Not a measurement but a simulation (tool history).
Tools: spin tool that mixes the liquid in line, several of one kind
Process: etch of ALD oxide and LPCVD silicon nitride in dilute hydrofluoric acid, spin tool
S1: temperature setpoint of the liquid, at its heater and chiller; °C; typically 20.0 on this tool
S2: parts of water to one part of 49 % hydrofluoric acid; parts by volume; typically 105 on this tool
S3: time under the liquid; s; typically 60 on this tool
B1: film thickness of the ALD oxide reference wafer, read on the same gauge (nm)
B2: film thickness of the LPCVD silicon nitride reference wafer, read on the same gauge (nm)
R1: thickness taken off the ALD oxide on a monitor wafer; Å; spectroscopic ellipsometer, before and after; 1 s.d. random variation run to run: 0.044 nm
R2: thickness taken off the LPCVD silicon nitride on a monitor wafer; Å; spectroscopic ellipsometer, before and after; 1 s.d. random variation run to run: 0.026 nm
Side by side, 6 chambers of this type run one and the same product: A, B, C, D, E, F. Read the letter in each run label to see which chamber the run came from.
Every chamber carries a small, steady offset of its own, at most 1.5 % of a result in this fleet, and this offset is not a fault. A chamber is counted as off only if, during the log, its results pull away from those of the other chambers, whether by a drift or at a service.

Run 1A, hour 9.5: usual settings; B1 130.00; B2 39.984. Result: R1 85.478 Å, R2 2.06100 Å.
Run 2D, hour 16.3: usual settings; B1 129.99; B2 40.003. Result: R1 84.462 Å, R2 1.50070 Å.
At hour 21.1: chamber A: thermometer replaced.
Run 3E, hour 22.1: usual settings; B1 130.02; B2 40.007. Result: R1 84.196 Å, R2 2.64980 Å.
Run 4C, hour 27.8: usual settings; B1 130.00; B2 40.022. Result: R1 85.873 Å, R2 1.91880 Å.
Run 5B, hour 37.9: usual settings; B1 130.00; B2 40.000. Result: R1 85.578 Å, R2 2.29370 Å.
Run 6F, hour 44.0: usual settings; B1 130.01; B2 39.997. Result: R1 84.936 Å, R2 2.43890 Å.
Run 7C, hour 54.2: usual settings; B1 129.98; B2 40.001. Result: R1 86.793 Å, R2 2.17140 Å.
Run 8E, hour 60.6: usual settings; B1 130.00; B2 39.988. Result: R1 85.784 Å, R2 2.22000 Å.
Run 9F, hour 66.9: usual settings; B1 129.96; B2 40.015. Result: R1 84.854 Å, R2 1.78670 Å.
Run 10B, hour 76.6: usual settings; B1 130.00; B2 40.008. Result: R1 85.317 Å, R2 2.19000 Å.
Run 11A, hour 82.6: usual settings; B1 129.98; B2 39.994. Result: R1 85.704 Å, R2 2.45490 Å.
Run 12D, hour 91.5: usual settings; B1 130.00; B2 40.017. Result: R1 85.163 Å, R2 2.61470 Å.
At hour 93.7: chamber E: thermometer replaced.
Run 13C, hour 101.7: usual settings; B1 129.99; B2 39.983. Result: R1 85.645 Å, R2 2.08220 Å.
Run 14D, hour 106.2: usual settings; B1 129.99; B2 40.014. Result: R1 84.168 Å, R2 2.48190 Å.
Run 15F, hour 111.2: usual settings; B1 129.98; B2 39.984. Result: R1 84.486 Å, R2 2.13230 Å.
Run 16B, hour 121.3: usual settings; B1 129.99; B2 40.003. Result: R1 85.790 Å, R2 1.76200 Å.
Run 17A, hour 128.3: usual settings; B1 130.02; B2 40.028. Result: R1 85.857 Å, R2 2.15220 Å.
Run 18E, hour 133.9: usual settings; B1 130.00; B2 39.992. Result: R1 84.569 Å, R2 2.37010 Å.
Run 19F, hour 139.7: usual settings but S1 17.5 °C; B1 130.02; B2 40.012. Result: R1 76.254 Å, R2 1.86930 Å.
Run 20B, hour 144.2: usual settings but S1 17.5 °C; B1 129.98; B2 39.981. Result: R1 77.158 Å, R2 2.10850 Å.
Run 21C, hour 154.4: usual settings but S1 17.5 °C; B1 129.98; B2 39.991. Result: R1 77.849 Å, R2 1.86480 Å.
Run 22E, hour 162.6: usual settings but S1 17.5 °C; B1 130.01; B2 40.010. Result: R1 76.253 Å, R2 1.91510 Å.
Run 23D, hour 172.1: usual settings but S1 17.5 °C; B1 129.99; B2 40.001. Result: R1 75.684 Å, R2 1.55090 Å.
Run 24A, hour 180.2: usual settings but S1 17.5 °C; B1 130.01; B2 40.032. Result: R1 77.639 Å, R2 1.95840 Å.
Run 25D, hour 185.2: usual settings; B1 129.99; B2 40.008. Result: R1 84.816 Å, R2 2.09820 Å.
Run 26E, hour 194.0: usual settings; B1 130.01; B2 39.984. Result: R1 84.657 Å, R2 2.43830 Å.
Run 27A, hour 203.2: usual settings; B1 130.00; B2 39.983. Result: R1 85.247 Å, R2 2.31810 Å.
Run 28F, hour 208.8: usual settings; B1 129.98; B2 39.975. Result: R1 85.716 Å, R2 2.38830 Å.
Run 29C, hour 215.7: usual settings; B1 130.02; B2 40.023. Result: R1 86.160 Å, R2 1.99730 Å.
Run 30B, hour 221.7: usual settings but S2 135 parts by volume, S3 30 s; B1 130.04; B2 40.001. Result: R1 32.555 Å, R2 0.80680 Å.
Run 31C, hour 228.7: usual settings but S2 135 parts by volume, S3 30 s; B1 130.01; B2 40.023. Result: R1 32.661 Å, R2 0.85006 Å.
Run 32A, hour 233.5: usual settings but S2 135 parts by volume, S3 30 s; B1 130.01; B2 39.997. Result: R1 32.477 Å, R2 0.92585 Å.
Run 33B, hour 239.1: usual settings but S2 135 parts by volume, S3 30 s; B1 130.00; B2 39.996. Result: R1 32.481 Å, R2 0.85624 Å.
Run 34F, hour 249.2: usual settings but S2 135 parts by volume, S3 30 s; B1 130.00; B2 39.997. Result: R1 32.152 Å, R2 0.92370 Å.
At hour 252.6: chamber B: thermometer replaced.
Run 35D, hour 257.7: usual settings but S2 135 parts by volume, S3 30 s; B1 129.99; B2 40.000. Result: R1 32.268 Å, R2 0.73092 Å.
Run 36E, hour 264.7: usual settings; B1 129.98; B2 39.998. Result: R1 85.386 Å, R2 1.61660 Å.
Run 37B, hour 271.0: usual settings; B1 130.01; B2 40.033. Result: R1 86.544 Å, R2 2.13110 Å.
Run 38E, hour 280.1: usual settings; B1 129.98; B2 39.993. Result: R1 84.425 Å, R2 2.69160 Å.
Run 39C, hour 286.4: usual settings; B1 130.00; B2 40.047. Result: R1 86.266 Å, R2 2.15070 Å.
Run 40D, hour 293.1: usual settings but S1 24.0 °C, S2 150 parts by volume; B1 130.02; B2 40.015. Result: R1 67.050 Å, R2 1.82030 Å.
Run 41A, hour 302.4: usual settings but S1 24.0 °C, S2 150 parts by volume; B1 130.01; B2 40.022. Result: R1 67.585 Å, R2 1.85660 Å.
Run 42F, hour 311.9: usual settings but S1 24.0 °C, S2 150 parts by volume; B1 130.00; B2 39.973. Result: R1 66.248 Å, R2 1.96450 Å.
Run 43E, hour 319.2: usual settings but S1 24.0 °C, S2 150 parts by volume; B1 130.00; B2 40.004. Result: R1 65.690 Å, R2 2.23170 Å.

Predict what each chamber gives when all 6 of them run the settings below next.
Run 44A, hour 326.6: usual settings. Result: R1 ?, R2 ?.
Run 44B, hour 326.6: usual settings. Result: R1 ?, R2 ?.
Run 44C, hour 326.6: usual settings. Result: R1 ?, R2 ?.
Run 44D, hour 326.6: usual settings. Result: R1 ?, R2 ?.
Run 44E, hour 326.6: usual settings. Result: R1 ?, R2 ?.
Run 44F, hour 326.6: usual settings. Result: R1 ?, R2 ?.

run      R1       R2
44A  85.745  2.07850
44B  85.551  2.15690
44C  86.210  2.10930
44D  84.795  2.53680
44E  85.503  2.15780
44F  84.410  2.07520

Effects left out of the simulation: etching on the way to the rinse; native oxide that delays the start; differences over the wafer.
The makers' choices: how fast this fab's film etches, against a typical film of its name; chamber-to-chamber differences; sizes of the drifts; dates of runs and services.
